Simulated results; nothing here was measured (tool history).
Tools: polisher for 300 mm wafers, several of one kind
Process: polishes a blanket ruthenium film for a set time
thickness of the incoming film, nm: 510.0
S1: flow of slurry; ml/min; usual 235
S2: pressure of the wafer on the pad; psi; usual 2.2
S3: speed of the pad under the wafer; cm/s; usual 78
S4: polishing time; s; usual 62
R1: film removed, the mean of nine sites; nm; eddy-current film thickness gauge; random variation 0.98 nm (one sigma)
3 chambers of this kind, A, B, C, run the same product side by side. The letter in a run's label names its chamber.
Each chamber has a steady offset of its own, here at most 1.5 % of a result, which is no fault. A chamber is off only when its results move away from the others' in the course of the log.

{"hour": 3.8, "done": "chamber C: worn pad replaced by a new one"}
{"hour": 7.4, "done": "chamber A: worn pad replaced by a new one"}
{"run": "1C", "hour": 10.9, "S1": 235, "S2": 2.2, "S3": 78, "S4": 62, "R1": 68.527}
{"run": "2A", "hour": 19.3, "S1": 235, "S2": 2.2, "S3": 78, "S4": 62, "R1": 68.232}
{"hour": 22.9, "done": "chamber A: slurry nozzle cleaned"}
{"run": "3B", "hour": 33.2, "S1": 235, "S2": 2.2, "S3": 78, "S4": 62, "R1": 68.464}
{"run": "4A", "hour": 42.5, "S1": 235, "S2": 2.2, "S3": 78, "S4": 62, "R1": 68.313}
{"run": "5B", "hour": 55.0, "S1": 235, "S2": 2.2, "S3": 78, "S4": 62, "R1": 68.17}
{"hour": 55.2, "done": "chamber B: worn pad replaced by a new one"}
{"run": "6C", "hour": 64.6, "S1": 235, "S2": 2.2, "S3": 78, "S4": 62, "R1": 66.857}
{"run": "7A", "hour": 76.6, "S1": 235, "S2": 2.2, "S3": 68, "S4": 69, "R1": 64.593}
{"run": "8C", "hour": 92.5, "S1": 235, "S2": 2.2, "S3": 68, "S4": 69, "R1": 67.738}
{"run": "9B", "hour": 107.1, "S1": 235, "S2": 2.2, "S3": 68, "S4": 69, "R1": 65.548}
{"hour": 114.0, "done": "chamber C: head pressure recalibrated"}
{"hour": 117.8, "done": "chamber A: worn pad replaced by a new one"}
{"hour": 118.2, "done": "chamber B: head pressure recalibrated"}
{"run": "10B", "hour": 119.7, "S1": 235, "S2": 2.2, "S3": 78, "S4": 62, "R1": 60.379}
{"hour": 125.9, "done": "chamber C: worn pad replaced by a new one"}
{"run": "11A", "hour": 130.8, "S1": 235, "S2": 2.2, "S3": 78, "S4": 62, "R1": 67.724}
{"run": "12C", "hour": 139.9, "S1": 235, "S2": 2.2, "S3": 78, "S4": 62, "R1": 69.268}
{"hour": 151.0, "done": "chamber B: worn pad replaced by a new one"}
{"run": "13B", "hour": 153.5, "S1": 195, "S2": 1.9, "S3": 78, "S4": 62, "R1": 50.705}
{"run": "14C", "hour": 169.6, "S1": 195, "S2": 1.9, "S3": 78, "S4": 62, "R1": 56.343}
{"run": "15A", "hour": 182.5, "S1": 195, "S2": 1.9, "S3": 78, "S4": 62, "R1": 55.334}
{"run": "16A", "hour": 195.3, "S1": 235, "S2": 2.2, "S3": 100, "S4": 62, "R1": 85.04}
{"run": "17C", "hour": 204.1, "S1": 235, "S2": 2.2, "S3": 100, "S4": 62, "R1": 87.984}
{"run": "18B", "hour": 217.5, "S1": 235, "S2": 2.2, "S3": 100, "S4": 62, "R1": 77.945}
{"hour": 232.1, "done": "chamber A: worn pad replaced by a new one"}
{"hour": 232.2, "done": "chamber B: worn pad replaced by a new one"}
{"run": "19B", "hour": 233.9, "S1": 235, "S2": 2.2, "S3": 78, "S4": 62, "R1": 58.93}
{"run": "20A", "hour": 243.1, "S1": 235, "S2": 2.2, "S3": 78, "S4": 62, "R1": 64.913}
{"hour": 247.4, "done": "chamber C: worn pad replaced by a new one"}
{"run": "21C", "hour": 254.0, "S1": 235, "S2": 2.2, "S3": 78, "S4": 62, "R1": 67.805}
{"hour": 255.0, "done": "chamber A: slurry nozzle cleaned"}
{"run": "22A", "hour": 270.1, "S1": 235, "S2": 2.2, "S3": 78, "S4": 62, "R1": 67.785}

Next, every chamber runs the same settings. What will each give?
{"run": "23A", "hour": 281.8, "S1": 235, "S2": 2.2, "S3": 78, "S4": 62, "R1": "?"}
{"run": "23B", "hour": 281.8, "S1": 235, "S2": 2.2, "S3": 78, "S4": 62, "R1": "?"}
{"run": "23C", "hour": 281.8, "S1": 235, "S2": 2.2, "S3": 78, "S4": 62, "R1": "?"}

run=23A R1=66.076
run=23B R1=58.822
run=23C R1=68.773
